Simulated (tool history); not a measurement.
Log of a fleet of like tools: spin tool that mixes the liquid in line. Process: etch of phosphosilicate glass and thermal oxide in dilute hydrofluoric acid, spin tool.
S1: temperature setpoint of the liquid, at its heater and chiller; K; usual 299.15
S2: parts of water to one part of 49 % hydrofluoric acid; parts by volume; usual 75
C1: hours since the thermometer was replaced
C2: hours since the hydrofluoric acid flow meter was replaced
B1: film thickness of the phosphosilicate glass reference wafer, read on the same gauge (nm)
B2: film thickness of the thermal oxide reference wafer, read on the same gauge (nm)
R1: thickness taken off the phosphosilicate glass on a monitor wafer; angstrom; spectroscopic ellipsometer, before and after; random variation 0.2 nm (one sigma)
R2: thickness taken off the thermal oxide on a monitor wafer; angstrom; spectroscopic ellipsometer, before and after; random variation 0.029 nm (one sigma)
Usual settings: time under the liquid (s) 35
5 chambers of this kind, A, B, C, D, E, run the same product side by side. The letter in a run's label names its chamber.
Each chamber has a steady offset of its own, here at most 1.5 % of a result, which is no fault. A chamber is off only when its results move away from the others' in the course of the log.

run 1D day=0.233 | S1=299.15 S2=75 time_under_the_liquid_(s)=35 | C1=824 C2=1587.4 | B1=90.009 B2=150.03 | R1=314.15 R2=24.594
run 2A day=0.471 | S1=299.15 S2=75 time_under_the_liquid_(s)=35 | C1=338.1 C2=561.8 | B1=90.002 B2=150.02 | R1=317.7 R2=24.738
run 3E day=0.679 | S1=299.15 S2=75 time_under_the_liquid_(s)=35 | C1=1518.6 C2=1757.6 | B1=90.001 B2=150.01 | R1=315.13 R2=24.678
run 4C day=0.933 | S1=299.15 S2=75 time_under_the_liquid_(s)=35 | C1=934.8 C2=2056.6 | B1=89.974 B2=150.04 | R1=317.2 R2=24.966
run 5B day=1.188 | S1=299.15 S2=75 time_under_the_liquid_(s)=35 | C1=1603.1 C2=635.6 | B1=90.033 B2=150 | R1=315.1 R2=24.735
run 6D day=1.383 | S1=299.15 S2=75 time_under_the_liquid_(s)=35 | C1=851.6 C2=1615 | B1=89.969 B2=149.98 | R1=312.96 R2=25.139
run 7B day=1.642 | S1=299.15 S2=75 time_under_the_liquid_(s)=35 | C1=1614 C2=646.5 | B1=90.061 B2=149.98 | R1=310.57 R2=24.705
run 8C day=1.833 | S1=301.15 S2=75 time_under_the_liquid_(s)=35 | C1=956.4 C2=2078.2 | B1=89.989 B2=150.01 | R1=342.16 R2=27.007
run 9E day=2.071 | S1=301.15 S2=75 time_under_the_liquid_(s)=35 | C1=1552 C2=1791 | B1=90.012 B2=149.99 | R1=340.02 R2=27.328
run 10A day=2.317 | S1=301.15 S2=75 time_under_the_liquid_(s)=35 | C1=382.4 C2=606.1 | B1=89.97 B2=149.99 | R1=340.54 R2=26.813
run 11C day=2.483 | S1=301.15 S2=75 time_under_the_liquid_(s)=35 | C1=972 C2=2093.8 | B1=90.05 B2=150.01 | R1=341 R2=26.83
run 12E day=2.704 | S1=301.15 S2=75 time_under_the_liquid_(s)=35 | C1=1567.2 C2=1806.2 | B1=89.973 B2=149.99 | R1=340.44 R2=27.241
run 13A day=2.867 | S1=299.15 S2=75 time_under_the_liquid_(s)=35 | C1=395.6 C2=619.3 | B1=89.99 B2=150.02 | R1=315.17 R2=24.14
run 14B day=2.983 | S1=299.15 S2=75 time_under_the_liquid_(s)=35 | C1=1646.2 C2=678.7 | B1=90.025 B2=150 | R1=311.17 R2=24.584
run 15D day=3.108 | S1=299.15 S2=100 time_under_the_liquid_(s)=25 | C1=893 C2=1656.4 | B1=89.975 B2=150 | R1=162.73 R2=12.879
run 16C day=3.233 | S1=299.15 S2=100 time_under_the_liquid_(s)=25 | C1=990 C2=2111.8 | B1=89.965 B2=149.99 | R1=164.27 R2=12.693
run 17B day=3.412 | S1=299.15 S2=100 time_under_the_liquid_(s)=25 | C1=1656.5 C2=689 | B1=90.001 B2=150.02 | R1=162.69 R2=12.645
run 18E day=3.621 | S1=299.15 S2=100 time_under_the_liquid_(s)=25 | C1=1589.2 C2=1828.2 | B1=89.989 B2=149.96 | R1=164.23 R2=12.833
run 19A day=3.858 | S1=299.15 S2=100 time_under_the_liquid_(s)=25 | C1=419.4 C2=643.1 | B1=90.003 B2=150.03 | R1=163.22 R2=13.009
run 20D day=4.125 | S1=299.15 S2=75 time_under_the_liquid_(s)=35 | C1=917.4 C2=1680.8 | B1=89.981 B2=150.03 | R1=313.05 R2=24.13
run 21C day=4.296 | S1=299.15 S2=75 time_under_the_liquid_(s)=35 | C1=1015.5 C2=2137.3 | B1=89.979 B2=150.03 | R1=314.81 R2=24.176
run 22B day=4.45 | S1=299.15 S2=75 time_under_the_liquid_(s)=35 | C1=1681.4 C2=713.9 | B1=90.013 B2=149.99 | R1=311.93 R2=24.851
run 23E day=4.683 | S1=299.15 S2=75 time_under_the_liquid_(s)=35 | C1=1614.7 C2=1853.7 | B1=89.958 B2=150 | R1=316.84 R2=24.731
run 24A day=4.825 | S1=299.15 S2=75 time_under_the_liquid_(s)=35 | C1=442.6 C2=666.3 | B1=89.978 B2=150.04 | R1=317.38 R2=24.759
run 25D day=4.962 | S1=299.15 S2=75 time_under_the_liquid_(s)=35 | C1=937.5 C2=1700.9 | B1=90.022 B2=150.04 | R1=310 R2=25.114
run 26A day=5.179 | S1=299.15 S2=75 time_under_the_liquid_(s)=35 | C1=451.1 C2=674.8 | B1=89.984 B2=150.03 | R1=316.46 R2=24.503
run 27D day=5.308 | S1=299.15 S2=75 time_under_the_liquid_(s)=35 | C1=945.8 C2=1709.2 | B1=89.987 B2=149.97 | R1=312.99 R2=24.286
run 28C day=5.5 | S1=299.15 S2=75 time_under_the_liquid_(s)=35 | C1=1044.4 C2=2166.2 | B1=89.975 B2=150.03 | R1=315.9 R2=24.902
-- day=5.512 chamber C: hydrofluoric acid flow meter replaced
run 29B day=5.754 | S1=299.15 S2=75 time_under_the_liquid_(s)=35 | C1=1712.7 C2=745.2 | B1=89.964 B2=149.96 | R1=314.1 R2=25.061
run 30E day=6.025 | S1=299.15 S2=75 time_under_the_liquid_(s)=35 | C1=1646.9 C2=1885.9 | B1=90.041 B2=149.95 | R1=317.41 R2=24.693
run 31C day=6.288 | S1=299.15 S2=75 time_under_the_liquid_(s)=35 | C1=1063.3 C2=18.7 | B1=89.98 B2=150.04 | R1=318.05 R2=24.747
run 32B day=6.421 | S1=301.65 S2=75 time_under_the_liquid_(s)=35 | C1=1728.7 C2=761.2 | B1=90.004 B2=150.03 | R1=339.64 R2=27.406
run 33A day=6.588 | S1=301.65 S2=75 time_under_the_liquid_(s)=35 | C1=484.9 C2=708.6 | B1=90.004 B2=150 | R1=347.69 R2=27.098

What goes on in this fleet: one chamber off, a drifting gauge, or nothing beyond the chambers' own small offsets? Name the chamber and the cause, if any.

No chamber stands off beyond its own small offset, and the gauge holds steady.

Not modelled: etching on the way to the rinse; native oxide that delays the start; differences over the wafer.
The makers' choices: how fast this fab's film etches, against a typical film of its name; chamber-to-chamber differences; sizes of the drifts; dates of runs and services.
